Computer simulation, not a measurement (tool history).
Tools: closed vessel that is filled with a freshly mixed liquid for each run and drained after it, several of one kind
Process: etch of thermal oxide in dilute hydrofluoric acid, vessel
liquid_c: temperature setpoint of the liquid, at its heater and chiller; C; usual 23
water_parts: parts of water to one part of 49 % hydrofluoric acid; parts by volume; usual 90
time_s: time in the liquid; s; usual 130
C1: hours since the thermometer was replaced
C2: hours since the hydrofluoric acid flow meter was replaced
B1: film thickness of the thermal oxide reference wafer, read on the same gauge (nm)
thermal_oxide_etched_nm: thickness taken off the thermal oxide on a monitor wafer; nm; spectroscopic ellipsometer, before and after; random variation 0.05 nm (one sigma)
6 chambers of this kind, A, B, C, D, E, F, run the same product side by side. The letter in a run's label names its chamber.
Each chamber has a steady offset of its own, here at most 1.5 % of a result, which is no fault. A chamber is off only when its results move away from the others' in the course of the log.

Run 1C, hour 6.1: usual settings; C1 1264.2; C2 200.7; B1 99.984. Result: thermal_oxide_etched_nm 6.8079 nm.
Run 2B, hour 9.9: usual settings; C1 310.4; C2 1462.5; B1 99.998. Result: thermal_oxide_etched_nm 6.7318 nm.
Run 3F, hour 17.3: usual settings; C1 1251.1; C2 314.7; B1 99.988. Result: thermal_oxide_etched_nm 6.7743 nm.
Run 4E, hour 24.2: usual settings; C1 1174.3; C2 239.2; B1 100. Result: thermal_oxide_etched_nm 6.7104 nm.
Run 5D, hour 32.1: usual settings but time_s 65 s; C1 293.5; C2 1143.6; B1 99.993. Result: thermal_oxide_etched_nm 3.3812 nm.
Run 6A, hour 36: usual settings but time_s 65 s; C1 950.4; C2 709.9; B1 99.987. Result: thermal_oxide_etched_nm 3.3571 nm.
Run 7E, hour 41.4: usual settings but time_s 65 s; C1 1191.5; C2 256.4; B1 99.985. Result: thermal_oxide_etched_nm 3.3216 nm.
Run 8A, hour 47.6: usual settings but time_s 65 s; C1 962; C2 721.5; B1 99.989. Result: thermal_oxide_etched_nm 3.3379 nm.
Run 9C, hour 53.6: usual settings but time_s 65 s; C1 1311.7; C2 248.2; B1 100.01. Result: thermal_oxide_etched_nm 3.3613 nm.
Run 10D, hour 57.2: usual settings but time_s 65 s; C1 318.6; C2 1168.7; B1 99.987. Result: thermal_oxide_etched_nm 3.4034 nm.
At hour 59.6: chamber B: hydrofluoric acid flow meter replaced.
At hour 64: chamber F: thermometer replaced.
Run 11F, hour 64: usual settings; C1 0; C2 361.4; B1 100.01. Result: thermal_oxide_etched_nm 6.827 nm.
Run 12B, hour 67.7: usual settings; C1 368.2; C2 8.2; B1 100.02. Result: thermal_oxide_etched_nm 6.7394 nm.
Run 13C, hour 72.4: usual settings; C1 1330.5; C2 267; B1 100.02. Result: thermal_oxide_etched_nm 6.8009 nm.
Run 14B, hour 76.2: usual settings; C1 376.7; C2 16.7; B1 99.976. Result: thermal_oxide_etched_nm 6.7085 nm.
Run 15A, hour 80.5: usual settings; C1 994.9; C2 754.4; B1 100.01. Result: thermal_oxide_etched_nm 6.6556 nm.
Run 16D, hour 85.9: usual settings; C1 347.3; C2 1197.4; B1 99.997. Result: thermal_oxide_etched_nm 6.7315 nm.
Run 17E, hour 92.3: usual settings but water_parts 125 parts by volume; C1 1242.4; C2 307.3; B1 99.981. Result: thermal_oxide_etched_nm 4.6009 nm.
Run 18F, hour 100.5: usual settings but water_parts 125 parts by volume; C1 36.5; C2 397.9; B1 100.03. Result: thermal_oxide_etched_nm 4.745 nm.
Run 19A, hour 105.4: usual settings but water_parts 125 parts by volume; C1 1019.8; C2 779.3; B1 99.981. Result: thermal_oxide_etched_nm 4.5954 nm.
Run 20C, hour 112.5: usual settings but water_parts 125 parts by volume; C1 1370.6; C2 307.1; B1 99.981. Result: thermal_oxide_etched_nm 4.6201 nm.
Run 21F, hour 118.6: usual settings but water_parts 125 parts by volume; C1 54.6; C2 416; B1 99.995. Result: thermal_oxide_etched_nm 4.7256 nm.
Run 22D, hour 124.9: usual settings but water_parts 125 parts by volume; C1 386.3; C2 1236.4; B1 99.997. Result: thermal_oxide_etched_nm 4.7114 nm.
Run 23B, hour 129.2: usual settings; C1 429.7; C2 69.7; B1 100. Result: thermal_oxide_etched_nm 6.6295 nm.
Run 24E, hour 136: usual settings; C1 1286.1; C2 351; B1 100.01. Result: thermal_oxide_etched_nm 6.5592 nm.
Run 25A, hour 140.5: usual settings; C1 1054.9; C2 814.4; B1 99.999. Result: thermal_oxide_etched_nm 6.7327 nm.
Run 26B, hour 144.7: usual settings; C1 445.2; C2 85.2; B1 99.991. Result: thermal_oxide_etched_nm 6.8477 nm.
Run 27F, hour 151.3: usual settings but time_s 165 s; C1 87.3; C2 448.7; B1 100.02. Result: thermal_oxide_etched_nm 8.6291 nm.
At hour 155: chamber E: thermometer replaced.
Run 28E, hour 157.6: usual settings but time_s 165 s; C1 2.7; C2 372.6; B1 99.964. Result: thermal_oxide_etched_nm 8.2709 nm.
Run 29D, hour 165.6: usual settings but time_s 165 s; C1 427; C2 1277.1; B1 100.01. Result: thermal_oxide_etched_nm 8.6888 nm.
Run 30C, hour 171.8: usual settings but time_s 165 s; C1 1429.9; C2 366.4; B1 100.02. Result: thermal_oxide_etched_nm 8.501 nm.
Run 31E, hour 176.1: usual settings but time_s 165 s; C1 21.2; C2 391.1; B1 99.993. Result: thermal_oxide_etched_nm 8.3372 nm.
At hour 180.5: chamber C: thermometer replaced.
Run 32C, hour 180.7: usual settings but time_s 165 s; C1 0.3; C2 375.3; B1 99.978. Result: thermal_oxide_etched_nm 8.6071 nm.
Run 33F, hour 187.6: usual settings; C1 123.6; C2 485; B1 99.987. Result: thermal_oxide_etched_nm 6.7833 nm.
Run 34B, hour 192.7: usual settings; C1 493.2; C2 133.2; B1 99.988. Result: thermal_oxide_etched_nm 6.6824 nm.
Run 35A, hour 196.4: usual settings; C1 1110.8; C2 870.3; B1 99.978. Result: thermal_oxide_etched_nm 6.5929 nm.
Run 36D, hour 201.5: usual settings; C1 462.9; C2 1313; B1 99.991. Result: thermal_oxide_etched_nm 6.832 nm.
Run 37C, hour 206.6: usual settings; C1 26.2; C2 401.2; B1 99.974. Result: thermal_oxide_etched_nm 6.815 nm.
Run 38F, hour 211.5: usual settings but water_parts 115 parts by volume; C1 147.5; C2 508.9; B1 99.985. Result: thermal_oxide_etched_nm 5.1909 nm.
Run 39B, hour 215.8: usual settings but water_parts 115 parts by volume; C1 516.3; C2 156.3; B1 100.02. Result: thermal_oxide_etched_nm 5.1702 nm.
Run 40D, hour 222.9: usual settings but water_parts 115 parts by volume; C1 484.3; C2 1334.4; B1 100. Result: thermal_oxide_etched_nm 5.1811 nm.
Run 41E, hour 228.3: usual settings but water_parts 115 parts by volume; C1 73.4; C2 443.3; B1 99.954. Result: thermal_oxide_etched_nm 4.8571 nm.
Run 42A, hour 232: usual settings but water_parts 115 parts by volume; C1 1146.4; C2 905.9; B1 99.997. Result: thermal_oxide_etched_nm 5.0286 nm.
Run 43D, hour 239.3: usual settings but water_parts 115 parts by volume; C1 500.7; C2 1350.8; B1 100.01. Result: thermal_oxide_etched_nm 5.107 nm.
Run 44A, hour 243.3: usual settings; C1 1157.7; C2 917.2; B1 99.982. Result: thermal_oxide_etched_nm 6.701 nm.

Is one chamber off against the others, does the gauge drift, or is nothing wrong? If a chamber is off, say which, and what the likeliest cause is.

Chamber E drifts away from the others.
Cause: hydrofluoric acid flow below the setpoint (%) = 4.86.

Here are 4 candidates for chamber E's next run, each the usual settings with a change, their results left as question marks. Which one brings its results back in line with what the others give on the usual settings?
In line means no further than this from the other chambers' mean on the usual settings: thermal_oxide_etched_nm 0.18 nm
Run 45E-1, hour 249.1: usual settings but liquid_c 23.5 C. Result: thermal_oxide_etched_nm ?.
Run 45E-2, hour 249.1: usual settings but water_parts 95 parts by volume. Result: thermal_oxide_etched_nm ?.
Run 45E-3, hour 249.1: usual settings but liquid_c 22.5 C. Result: thermal_oxide_etched_nm ?.
Run 45E-4, hour 249.1: usual settings but liquid_c 24.5 C. Result: thermal_oxide_etched_nm ?.

The other chambers' mean on the usual settings: thermal_oxide_etched_nm 6.7456 nm
  run  thermal_oxide_etched_nm
45E-1                   6.4197
45E-2                   5.9189
45E-3                   6.1622
45E-4                   6.6828
45E-4 brings the chamber back in line.
